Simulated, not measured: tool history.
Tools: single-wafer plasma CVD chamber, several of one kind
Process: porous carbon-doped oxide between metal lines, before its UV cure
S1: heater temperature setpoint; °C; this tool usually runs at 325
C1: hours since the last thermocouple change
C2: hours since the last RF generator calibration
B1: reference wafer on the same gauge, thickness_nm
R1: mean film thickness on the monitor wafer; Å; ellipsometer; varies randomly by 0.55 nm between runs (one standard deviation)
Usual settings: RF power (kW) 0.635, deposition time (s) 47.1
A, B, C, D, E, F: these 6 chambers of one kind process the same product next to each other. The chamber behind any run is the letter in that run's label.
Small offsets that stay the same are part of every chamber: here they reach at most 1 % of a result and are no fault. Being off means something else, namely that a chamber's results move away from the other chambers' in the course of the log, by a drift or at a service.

{"run": "1F", "hour": 7.1, "S1": 325, "RF power (kW)": 0.635, "deposition time (s)": 47.1, "C1": 1147.8, "C2": 623.7, "B1": 304.92, "R1": 2576.1}
{"run": "2B", "hour": 15.9, "S1": 325, "RF power (kW)": 0.635, "deposition time (s)": 47.1, "C1": 773.6, "C2": 322.7, "B1": 305.13, "R1": 2571.8}
{"run": "3D", "hour": 25.1, "S1": 325, "RF power (kW)": 0.635, "deposition time (s)": 47.1, "C1": 1061.7, "C2": 731.7, "B1": 304.93, "R1": 2567.8}
{"run": "4A", "hour": 34.6, "S1": 325, "RF power (kW)": 0.635, "deposition time (s)": 47.1, "C1": 886.5, "C2": 87.7, "B1": 305, "R1": 2587.4}
{"run": "5C", "hour": 42.3, "S1": 325, "RF power (kW)": 0.635, "deposition time (s)": 47.1, "C1": 1667.9, "C2": 225.7, "B1": 304.96, "R1": 2578.2}
{"run": "6E", "hour": 50.6, "S1": 325, "RF power (kW)": 0.635, "deposition time (s)": 47.1, "C1": 513.3, "C2": 1985, "B1": 304.99, "R1": 2549}
{"hour": 55.8, "done": "chamber A: thermocouple changed; heater temperature recalibrated"}
{"run": "7D", "hour": 58.5, "S1": 313, "RF power (kW)": 0.7, "deposition time (s)": 47.1, "C1": 1095.1, "C2": 765.1, "B1": 304.88, "R1": 2907.4}
{"run": "8C", "hour": 66.6, "S1": 313, "RF power (kW)": 0.7, "deposition time (s)": 47.1, "C1": 1692.2, "C2": 250, "B1": 305.14, "R1": 2919.6}
{"run": "9A", "hour": 73.0, "S1": 313, "RF power (kW)": 0.7, "deposition time (s)": 47.1, "C1": 17.2, "C2": 126.1, "B1": 304.96, "R1": 2929.8}
{"run": "10E", "hour": 82.2, "S1": 313, "RF power (kW)": 0.7, "deposition time (s)": 47.1, "C1": 544.9, "C2": 2016.6, "B1": 304.94, "R1": 2891.2}
{"run": "11B", "hour": 88.9, "S1": 313, "RF power (kW)": 0.7, "deposition time (s)": 47.1, "C1": 846.6, "C2": 395.7, "B1": 304.89, "R1": 2901.8}
{"run": "12F", "hour": 98.8, "S1": 313, "RF power (kW)": 0.7, "deposition time (s)": 47.1, "C1": 1239.5, "C2": 715.4, "B1": 304.97, "R1": 2908.4}
{"run": "13A", "hour": 107.3, "S1": 316, "RF power (kW)": 0.635, "deposition time (s)": 47.1, "C1": 51.5, "C2": 160.4, "B1": 304.95, "R1": 2709.9}
{"run": "14F", "hour": 114.6, "S1": 316, "RF power (kW)": 0.635, "deposition time (s)": 47.1, "C1": 1255.3, "C2": 731.2, "B1": 305.04, "R1": 2679.9}
{"run": "15E", "hour": 122.7, "S1": 316, "RF power (kW)": 0.635, "deposition time (s)": 47.1, "C1": 585.4, "C2": 2057.1, "B1": 305, "R1": 2676.8}
{"run": "16D", "hour": 127.1, "S1": 316, "RF power (kW)": 0.635, "deposition time (s)": 47.1, "C1": 1163.7, "C2": 833.7, "B1": 304.94, "R1": 2689.6}
{"run": "17C", "hour": 134.8, "S1": 316, "RF power (kW)": 0.635, "deposition time (s)": 47.1, "C1": 1760.4, "C2": 318.2, "B1": 304.96, "R1": 2686.3}
{"run": "18B", "hour": 141.7, "S1": 316, "RF power (kW)": 0.635, "deposition time (s)": 47.1, "C1": 899.4, "C2": 448.5, "B1": 305.12, "R1": 2681.8}
{"run": "19E", "hour": 147.6, "S1": 325, "RF power (kW)": 0.635, "deposition time (s)": 47.1, "C1": 610.3, "C2": 2082, "B1": 304.86, "R1": 2557.1}
{"hour": 150.8, "done": "chamber E: RF generator calibrated"}
{"run": "20D", "hour": 154.6, "S1": 325, "RF power (kW)": 0.635, "deposition time (s)": 47.1, "C1": 1191.2, "C2": 861.2, "B1": 304.87, "R1": 2572.7}
{"run": "21A", "hour": 159.2, "S1": 325, "RF power (kW)": 0.635, "deposition time (s)": 47.1, "C1": 103.4, "C2": 212.3, "B1": 304.83, "R1": 2590.8}
{"run": "22C", "hour": 164.3, "S1": 325, "RF power (kW)": 0.635, "deposition time (s)": 47.1, "C1": 1789.9, "C2": 347.7, "B1": 305, "R1": 2559.6}
{"run": "23B", "hour": 170.1, "S1": 325, "RF power (kW)": 0.635, "deposition time (s)": 47.1, "C1": 927.8, "C2": 476.9, "B1": 304.97, "R1": 2562}
{"run": "24F", "hour": 178.8, "S1": 325, "RF power (kW)": 0.635, "deposition time (s)": 47.1, "C1": 1319.5, "C2": 795.4, "B1": 305, "R1": 2572.7}
{"run": "25B", "hour": 184.6, "S1": 325, "RF power (kW)": 0.635, "deposition time (s)": 47.1, "C1": 942.3, "C2": 491.4, "B1": 304.87, "R1": 2568}
{"run": "26C", "hour": 190.0, "S1": 325, "RF power (kW)": 0.635, "deposition time (s)": 47.1, "C1": 1815.6, "C2": 373.4, "B1": 304.97, "R1": 2561.4}
{"run": "27F", "hour": 197.0, "S1": 325, "RF power (kW)": 0.635, "deposition time (s)": 47.1, "C1": 1337.7, "C2": 813.6, "B1": 304.95, "R1": 2574.5}
{"run": "28E", "hour": 205.6, "S1": 325, "RF power (kW)": 0.635, "deposition time (s)": 47.1, "C1": 668.3, "C2": 54.8, "B1": 304.98, "R1": 2549}
{"run": "29D", "hour": 210.7, "S1": 325, "RF power (kW)": 0.635, "deposition time (s)": 47.1, "C1": 1247.3, "C2": 917.3, "B1": 305.06, "R1": 2572.3}
{"run": "30A", "hour": 219.2, "S1": 325, "RF power (kW)": 0.635, "deposition time (s)": 47.1, "C1": 163.4, "C2": 272.3, "B1": 304.86, "R1": 2593.7}
{"run": "31F", "hour": 227.7, "S1": 325, "RF power (kW)": 0.635, "deposition time (s)": 47.1, "C1": 1368.4, "C2": 844.3, "B1": 304.95, "R1": 2566.4}
{"run": "32D", "hour": 236.7, "S1": 325, "RF power (kW)": 0.635, "deposition time (s)": 47.1, "C1": 1273.3, "C2": 943.3, "B1": 305.2, "R1": 2577.1}
{"run": "33A", "hour": 241.1, "S1": 325, "RF power (kW)": 0.635, "deposition time (s)": 47.1, "C1": 185.3, "C2": 294.2, "B1": 305.1, "R1": 2596.8}
{"run": "34B", "hour": 246.2, "S1": 325, "RF power (kW)": 0.635, "deposition time (s)": 47.1, "C1": 1003.9, "C2": 553, "B1": 305, "R1": 2565.3}
{"run": "35C", "hour": 250.6, "S1": 325, "RF power (kW)": 0.635, "deposition time (s)": 47.1, "C1": 1876.2, "C2": 434, "B1": 304.76, "R1": 2541.2}
{"run": "36E", "hour": 259.2, "S1": 325, "RF power (kW)": 0.635, "deposition time (s)": 47.1, "C1": 721.9, "C2": 108.4, "B1": 305.08, "R1": 2553.3}
{"run": "37B", "hour": 268.0, "S1": 325, "RF power (kW)": 0.635, "deposition time (s)": 47.1, "C1": 1025.7, "C2": 574.8, "B1": 304.89, "R1": 2570.2}
{"run": "38E", "hour": 272.6, "S1": 325, "RF power (kW)": 0.635, "deposition time (s)": 47.1, "C1": 735.3, "C2": 121.8, "B1": 304.9, "R1": 2554.5}
{"run": "39D", "hour": 278.7, "S1": 325, "RF power (kW)": 0.635, "deposition time (s)": 42.3, "C1": 1315.3, "C2": 985.3, "B1": 304.96, "R1": 2313.5}

One chamber off, gauge drift, or nothing amiss beyond the chambers' own small offsets? If it is a chamber, which one, and what is the likeliest cause?

It is chamber C that slowly wanders off from its peers.
Cause: wafer temperature above the value expected at the setpoint (K) = 4.02.
Not necessarily distinguishable in this log from: delivered RF power below the setpoint (%).

Chamber C could run next with any of the 4 candidate recipes listed below; each alters the usual settings, and their results appear as question marks. Which one brings its results back in line with what the other chambers deliver on the usual settings?
Allowed miss from the other chambers' usual-settings mean, per result, to count as in line: R1 21 Å
{"run": "40C-1", "hour": 285.7, "S1": 325, "RF power (kW)": 0.64, "deposition time (s)": 47.6, "R1": "?"}
{"run": "40C-2", "hour": 285.7, "S1": 324, "RF power (kW)": 0.645, "deposition time (s)": 48, "R1": "?"}
{"run": "40C-3", "hour": 285.7, "S1": 325, "RF power (kW)": 0.635, "deposition time (s)": 45.6, "R1": "?"}
{"run": "40C-4", "hour": 285.7, "S1": 328, "RF power (kW)": 0.635, "deposition time (s)": 47.1, "R1": "?"}

Average result of the remaining chambers running the usual settings: R1 2571.6 Å
run=40C-1 R1=2568
run=40C-2 R1=2615.2
run=40C-3 R1=2449.6
run=40C-4 R1=2493.3
With 40C-1, the chamber falls back in line with the rest.
